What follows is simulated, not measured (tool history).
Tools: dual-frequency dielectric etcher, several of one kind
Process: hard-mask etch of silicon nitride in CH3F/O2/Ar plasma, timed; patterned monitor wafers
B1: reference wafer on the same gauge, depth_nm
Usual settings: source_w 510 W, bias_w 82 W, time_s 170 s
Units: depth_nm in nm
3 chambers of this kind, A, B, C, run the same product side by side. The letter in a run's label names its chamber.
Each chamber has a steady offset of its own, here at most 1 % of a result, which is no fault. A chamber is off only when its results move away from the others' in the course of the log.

Run 1A, hour 3: usual settings; B1 122.1. Result: depth_nm 136.27 nm.
Run 2B, hour 6.2: usual settings; B1 121.95. Result: depth_nm 136.7 nm.
Run 3C, hour 9.5: usual settings; B1 121.95. Result: depth_nm 137.08 nm.
Run 4A, hour 12.8: usual settings; B1 122.02. Result: depth_nm 136.51 nm.
Run 5B, hour 18.6: usual settings; B1 122.04. Result: depth_nm 135.84 nm.
Run 6C, hour 23.9: usual settings; B1 121.99. Result: depth_nm 137.03 nm.
Run 7C, hour 27.1: usual settings; B1 122.02. Result: depth_nm 137.45 nm.
Run 8B, hour 32.2: usual settings; B1 121.92. Result: depth_nm 135.57 nm.
At hour 35.2: chamber A: bias power generator calibrated.
Run 9A, hour 36.6: usual settings; B1 121.99. Result: depth_nm 135.62 nm.
Run 10A, hour 40.2: usual settings; B1 121.96. Result: depth_nm 135.06 nm.
Run 11B, hour 47: usual settings; B1 122.05. Result: depth_nm 135.85 nm.
Run 12C, hour 53.6: usual settings; B1 122.03. Result: depth_nm 137.03 nm.
Run 13C, hour 58.8: usual settings but source_w 460 W, bias_w 93 W; B1 121.98. Result: depth_nm 138.19 nm.
Run 14A, hour 63.1: usual settings but source_w 460 W, bias_w 93 W; B1 122.02. Result: depth_nm 137.12 nm.
Run 15B, hour 68.6: usual settings but source_w 460 W, bias_w 93 W; B1 121.97. Result: depth_nm 137.34 nm.
Run 16C, hour 72.6: usual settings; B1 122.01. Result: depth_nm 137.8 nm.
Run 17A, hour 77.8: usual settings but source_w 430 W; B1 122.03. Result: depth_nm 127.8 nm.
Run 18B, hour 81.8: usual settings but source_w 430 W; B1 121.96. Result: depth_nm 128.85 nm.
Run 19B, hour 87.1: usual settings but source_w 430 W; B1 122. Result: depth_nm 128.21 nm.
Run 20A, hour 92: usual settings; B1 122.04. Result: depth_nm 135.93 nm.
Run 21C, hour 97.1: usual settings; B1 122.02. Result: depth_nm 137.37 nm.
Run 22B, hour 101.7: usual settings; B1 122.03. Result: depth_nm 138.21 nm.
Run 23A, hour 106.9: usual settings; B1 121.97. Result: depth_nm 136.1 nm.
Run 24C, hour 112.9: usual settings; B1 121.99. Result: depth_nm 137.42 nm.
Run 25C, hour 116.7: usual settings; B1 122.01. Result: depth_nm 137.18 nm.
Run 26A, hour 121.7: usual settings; B1 122. Result: depth_nm 136.08 nm.
Run 27B, hour 125.6: usual settings; B1 122.04. Result: depth_nm 138.88 nm.
Run 28C, hour 130.3: usual settings; B1 121.95. Result: depth_nm 137.2 nm.
Run 29A, hour 136.8: usual settings; B1 121.93. Result: depth_nm 135.87 nm.
Run 30B, hour 140.4: usual settings; B1 121.97. Result: depth_nm 140.01 nm.
Run 31A, hour 146.2: usual settings; B1 121.98. Result: depth_nm 135.8 nm.
Run 32B, hour 151.7: usual settings; B1 121.99. Result: depth_nm 140 nm.
Run 33C, hour 156.8: usual settings; B1 121.98. Result: depth_nm 137.47 nm.
Run 34C, hour 162: usual settings; B1 122.04. Result: depth_nm 137.52 nm.
Run 35B, hour 167.4: usual settings; B1 121.95. Result: depth_nm 141.16 nm.
Run 36A, hour 172.6: usual settings; B1 122.04. Result: depth_nm 135.98 nm.

Is one chamber off against the others, does the gauge drift, or is nothing wrong? If a chamber is off, say which, and what the likeliest cause is.

Chamber B drifts away from the others.
Cause: etch rate over this chamber's usual, % = 3.76.

Here are 4 candidates for chamber B's next run, each the usual settings with a change, their results left as question marks. Which one brings its results back in line with what the others give on the usual settings?
In line means no further than this from the other chambers' mean on the usual settings: depth_nm 1.2 nm
Run 37B-1, hour 177.4: usual settings but bias_w 81 W, time_s 165 s. Result: depth_nm ?.
Run 37B-2, hour 177.4: usual settings but source_w 520 W, bias_w 83 W, time_s 177 s. Result: depth_nm ?.
Run 37B-3, hour 177.4: usual settings but source_w 500 W, bias_w 81 W, time_s 163.5 s. Result: depth_nm ?.
Run 37B-4, hour 177.4: usual settings but bias_w 83 W, time_s 175 s. Result: depth_nm ?.

The other chambers' mean on the usual settings: depth_nm 136.77 nm
  run  depth_nm
37B-1    136.47
37B-2    148.73
37B-3    134.21
37B-4    145.96
37B-1 brings the chamber back in line.

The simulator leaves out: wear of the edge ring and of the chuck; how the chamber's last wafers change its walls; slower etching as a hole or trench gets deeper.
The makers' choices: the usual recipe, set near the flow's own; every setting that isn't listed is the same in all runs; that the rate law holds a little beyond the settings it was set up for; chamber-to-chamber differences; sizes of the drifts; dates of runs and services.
